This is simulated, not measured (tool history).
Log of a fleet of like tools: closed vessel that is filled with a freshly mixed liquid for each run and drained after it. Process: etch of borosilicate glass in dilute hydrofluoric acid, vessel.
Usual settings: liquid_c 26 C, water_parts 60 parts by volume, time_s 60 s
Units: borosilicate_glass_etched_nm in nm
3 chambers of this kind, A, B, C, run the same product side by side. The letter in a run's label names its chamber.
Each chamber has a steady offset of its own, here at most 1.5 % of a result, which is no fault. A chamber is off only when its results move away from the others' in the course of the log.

| run | day | liquid_c | water_parts | time_s | read-back film thickness of the borosilicate glass reference wafer, read on the same gauge (nm) | borosilicate_glass_etched_nm |
|---|---|---|---|---|---|---|
| 1B | 0.396 | 26 | 60 | 60 | 29.995 | 30.849 |
| 2A | 0.888 | 26 | 60 | 60 | 29.987 | 31.355 |
| 3C | 1.217 | 26 | 60 | 60 | 30.000 | 30.825 |
| 4B | 1.650 | 26 | 60 | 60 | 30.027 | 30.120 |
| 5A | 1.962 | 26 | 60 | 60 | 30.001 | 30.927 |
| 6C | 2.362 | 26 | 75 | 60 | 30.000 | 23.856 |
| 7B | 2.783 | 26 | 75 | 60 | 29.994 | 23.645 |
| 8C | 3.233 | 26 | 75 | 60 | 30.014 | 24.490 |
| 9A | 3.658 | 26 | 60 | 60 | 30.019 | 31.194 |
| 10A | 4.167 | 26 | 60 | 60 | 30.015 | 30.614 |
| 11C | 4.642 | 26 | 60 | 60 | 30.001 | 32.285 |
| 12B | 4.933 | 28 | 60 | 90 | 30.011 | 49.297 |
| 13C | 5.321 | 28 | 60 | 90 | 30.029 | 52.701 |
| 14B | 5.654 | 28 | 60 | 90 | 30.027 | 49.914 |
| 15A | 5.933 | 26 | 60 | 60 | 29.998 | 31.089 |
| 16C | 6.325 | 26 | 60 | 60 | 29.996 | 32.587 |
| 17B | 6.742 | 26 | 60 | 60 | 29.986 | 30.764 |
| 18A | 6.967 | 26 | 60 | 60 | 29.996 | 30.764 |
| 19B | 7.392 | 26 | 60 | 60 | 29.980 | 30.479 |
| 20C | 7.879 | 26 | 60 | 60 | 29.996 | 34.000 |
| 21A | 8.217 | 26 | 60 | 60 | 30.016 | 30.881 |

All 3 chambers run these settings next. Forecast each chamber's results:
| 22A | 8.583 | 26 | 45 | 60 |  | ? |
| 22B | 8.583 | 26 | 45 | 60 |  | ? |
| 22C | 8.583 | 26 | 45 | 60 |  | ? |

| run | borosilicate_glass_etched_nm |
|---|---|
| 22A | 42.291 |
| 22B | 41.351 |
| 22C | 47.167 |

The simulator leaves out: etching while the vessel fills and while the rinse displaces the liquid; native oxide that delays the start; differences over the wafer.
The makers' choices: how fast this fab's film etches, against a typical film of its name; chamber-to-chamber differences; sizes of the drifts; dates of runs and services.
